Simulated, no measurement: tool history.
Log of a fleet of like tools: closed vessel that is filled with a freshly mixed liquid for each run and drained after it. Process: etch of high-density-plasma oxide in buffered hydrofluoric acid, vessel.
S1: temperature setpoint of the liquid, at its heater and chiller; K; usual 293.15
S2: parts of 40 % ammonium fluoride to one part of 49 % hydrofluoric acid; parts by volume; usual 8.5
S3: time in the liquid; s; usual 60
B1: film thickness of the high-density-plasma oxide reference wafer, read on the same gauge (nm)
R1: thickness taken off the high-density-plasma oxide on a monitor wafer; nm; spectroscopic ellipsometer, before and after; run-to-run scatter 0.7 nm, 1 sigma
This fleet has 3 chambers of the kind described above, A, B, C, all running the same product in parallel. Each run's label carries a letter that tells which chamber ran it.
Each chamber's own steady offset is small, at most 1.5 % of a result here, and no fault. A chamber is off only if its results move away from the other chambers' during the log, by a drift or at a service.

Run 1B, hour 4.4: usual settings; B1 69.999. Result: R1 92.17 nm.
Run 2A, hour 9.4: usual settings; B1 69.974. Result: R1 91.049 nm.
Run 3C, hour 12.6: usual settings; B1 69.986. Result: R1 91.33 nm.
Run 4C, hour 18.5: usual settings; B1 70.008. Result: R1 92.844 nm.
Run 5B, hour 21.7: usual settings; B1 70.008. Result: R1 90.686 nm.
Run 6A, hour 24.6: usual settings; B1 69.989. Result: R1 93.019 nm.
At hour 26.9: chamber B: thermometer replaced.
Run 7B, hour 27.5: usual settings; B1 70.009. Result: R1 91.905 nm.
Run 8A, hour 31.9: usual settings; B1 69.982. Result: R1 94.005 nm.
Run 9C, hour 36.2: usual settings; B1 70.008. Result: R1 91.57 nm.
At hour 40: chamber A: hydrofluoric acid flow meter replaced.
Run 10A, hour 40.3: usual settings; B1 69.962. Result: R1 92.482 nm.
Run 11B, hour 46.1: usual settings; B1 70.028. Result: R1 92.394 nm.
Run 12C, hour 50: usual settings; B1 70.009. Result: R1 90.917 nm.
Run 13B, hour 55.1: usual settings; B1 70.018. Result: R1 91.936 nm.
At hour 57.3: chamber B: hydrofluoric acid flow meter replaced.
Run 14C, hour 58.7: usual settings; B1 70.012. Result: R1 91.507 nm.
Run 15A, hour 61.8: usual settings; B1 69.985. Result: R1 91.21 nm.
Run 16B, hour 67.8: usual settings; B1 70.004. Result: R1 90.704 nm.
Run 17C, hour 71.1: usual settings but S1 290.15 K; B1 70.002. Result: R1 77.752 nm.
Run 18A, hour 77.2: usual settings but S1 290.15 K; B1 70.012. Result: R1 78.782 nm.
Run 19B, hour 82.2: usual settings but S1 290.15 K; B1 70.027. Result: R1 77.836 nm.
Run 20C, hour 86.9: usual settings; B1 70.033. Result: R1 90.625 nm.
Run 21A, hour 90: usual settings; B1 70.018. Result: R1 91.543 nm.
Run 22B, hour 94.3: usual settings but S3 45 s; B1 69.991. Result: R1 69.465 nm.
Run 23C, hour 97.1: usual settings but S3 45 s; B1 69.994. Result: R1 69.121 nm.
Run 24A, hour 100.2: usual settings but S3 45 s; B1 69.972. Result: R1 69.318 nm.
Run 25B, hour 103.5: usual settings; B1 70.013. Result: R1 92.887 nm.
Run 26A, hour 106.7: usual settings; B1 69.998. Result: R1 92.553 nm.
Run 27C, hour 109.5: usual settings; B1 70.003. Result: R1 91.53 nm.
Run 28A, hour 113.2: usual settings but S1 290.15 K; B1 69.997. Result: R1 77.743 nm.
Run 29C, hour 117.8: usual settings but S1 290.15 K; B1 70.005. Result: R1 76.849 nm.
Run 30B, hour 120.8: usual settings but S1 290.15 K; B1 70.034. Result: R1 77.797 nm.
Run 31B, hour 124.2: usual settings but S3 35 s; B1 69.968. Result: R1 53.91 nm.
Run 32C, hour 128.1: usual settings but S3 35 s; B1 70.002. Result: R1 54.07 nm.
Run 33A, hour 133.3: usual settings but S3 35 s; B1 70.004. Result: R1 53.574 nm.
Run 34B, hour 137.2: usual settings; B1 70.003. Result: R1 93.278 nm.
Run 35A, hour 141.9: usual settings but S1 297.15 K; B1 69.996. Result: R1 114.87 nm.
Run 36C, hour 144.7: usual settings but S1 297.15 K; B1 69.989. Result: R1 116.17 nm.
Run 37C, hour 149.6: usual settings but S1 297.15 K; B1 69.99. Result: R1 112.76 nm.
Run 38B, hour 154: usual settings; B1 69.99. Result: R1 91.369 nm.

Read the log: is a single chamber off, either drifting away or since a service, is the gauge that measures every chamber drifting, or is nothing wrong beyond small per-chamber offsets? Name any odd chamber and what most likely caused it.

The fleet is healthy, with each chamber sitting at its usual small offset and no drift in the gauge.
